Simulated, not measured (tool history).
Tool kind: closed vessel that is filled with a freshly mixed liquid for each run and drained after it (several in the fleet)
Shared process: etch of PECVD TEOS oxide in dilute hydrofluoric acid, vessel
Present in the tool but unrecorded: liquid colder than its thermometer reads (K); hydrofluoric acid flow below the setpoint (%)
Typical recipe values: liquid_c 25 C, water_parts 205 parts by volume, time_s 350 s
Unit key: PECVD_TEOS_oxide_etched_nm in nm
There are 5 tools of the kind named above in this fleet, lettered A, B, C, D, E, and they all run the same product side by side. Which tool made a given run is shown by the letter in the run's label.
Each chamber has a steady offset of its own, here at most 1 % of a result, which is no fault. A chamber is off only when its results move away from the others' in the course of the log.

run,hour,liquid_c,water_parts,time_s,hours since the thermometer was replaced,hours since the hydrofluoric acid flow meter was replaced,"read-back film thickness of the PECVD TEOS oxide reference wafer, read on the same gauge (nm)",PECVD_TEOS_oxide_etched_nm
1A,2.8,25,205,350,2402.3,218.6,130.00,40.587
2B,7.8,25,205,350,1393.0,412.3,130.01,41.016
# hour 8.3: chamber C: hydrofluoric acid flow meter replaced
3D,12.3,25,205,350,1067.1,529.9,130.02,41.959
4C,15.6,25,205,350,1924.2,7.4,130.01,41.164
5E,18.5,25,205,210,698.2,926.1,130.00,24.801
6D,22.6,25,205,210,1077.4,540.2,129.98,24.895
7A,26.9,25,205,210,2426.4,242.7,129.99,25.017
# hour 30.3: chamber B: thermometer replaced
8B,32.2,25,205,210,1.9,436.7,129.99,24.438
9C,35.7,25,205,210,1944.3,27.5,130.00,24.765
10E,38.0,25,205,350,717.7,945.6,129.99,41.553
11C,41.3,25,205,350,1949.9,33.1,130.00,41.355
12A,45.3,25,205,350,2444.8,261.1,130.01,40.951
13B,50.1,25,205,350,19.8,454.6,129.98,40.306
14E,55.3,25,205,350,735.0,962.9,130.00,41.088
15D,57.8,25,205,350,1112.6,575.4,130.02,40.767
16A,62.5,22,285,350,2462.0,278.3,129.99,24.502
17C,65.1,22,285,350,1973.7,56.9,130.02,24.518
18E,68.2,22,285,350,747.9,975.8,129.98,24.879
19B,70.9,22,285,350,40.6,475.4,130.00,23.328
# hour 72.9: chamber A: thermometer replaced
20D,73.8,22,285,350,1128.6,591.4,130.02,24.448
21D,77.7,25,245,285,1132.5,595.3,130.01,27.077
22E,80.0,25,245,285,759.7,987.6,130.01,27.014
23C,82.3,25,245,285,1990.9,74.1,129.99,26.538
24A,85.1,25,245,285,12.2,300.9,130.00,26.674
25B,89.0,25,245,285,58.7,493.5,130.01,25.040
26B,92.0,25,205,350,61.7,496.5,130.01,38.091
27C,97.2,25,205,350,2005.8,89.0,130.01,40.735
28E,101.4,25,205,455,781.1,1009.0,129.99,54.122
29D,103.7,25,205,455,1158.5,621.3,130.01,53.406
30A,107.2,25,205,455,34.3,323.0,130.00,54.677
31D,111.7,25,205,455,1166.5,629.3,129.99,53.595
32A,116.1,25,205,455,43.2,331.9,129.98,54.566
33B,120.9,25,205,350,90.6,525.4,130.01,37.151
34C,124.9,25,205,350,2033.5,116.7,130.01,40.779
35E,128.3,25,205,350,808.0,1035.9,130.02,41.277
36C,131.6,25,205,350,2040.2,123.4,130.00,40.874

Has any chamber moved away from the others, gradually or after a service, or does the common gauge drift, or do the chambers differ only by their own small steady offsets? State the chamber and the most likely cause if one applies.

Chamber B drifts away from the others.
What lies behind it: hydrofluoric acid flow below the setpoint (%) = 9.48.

Here are 4 candidates for chamber B's next run, each the usual settings with a change, their results left as question marks. Which one brings its results back in line with what the others give on the usual settings?
Maximum distance from the other chambers' mean on the usual settings for a result to count as in line: PECVD_TEOS_oxide_etched_nm 1.200 nm
37B-1,135.3,25,205,285,,,,?
37B-2,135.3,25,215,330,,,,?
37B-3,135.3,25,190,385,,,,?
37B-4,135.3,25,205,390,,,,?

Mean of the other chambers on the usual settings: PECVD_TEOS_oxide_etched_nm 41.355 nm
run,PECVD_TEOS_oxide_etched_nm
37B-1,30.003
37B-2,32.742
37B-3,44.504
37B-4,41.056
37B-4 puts the chamber back in line with the other chambers.

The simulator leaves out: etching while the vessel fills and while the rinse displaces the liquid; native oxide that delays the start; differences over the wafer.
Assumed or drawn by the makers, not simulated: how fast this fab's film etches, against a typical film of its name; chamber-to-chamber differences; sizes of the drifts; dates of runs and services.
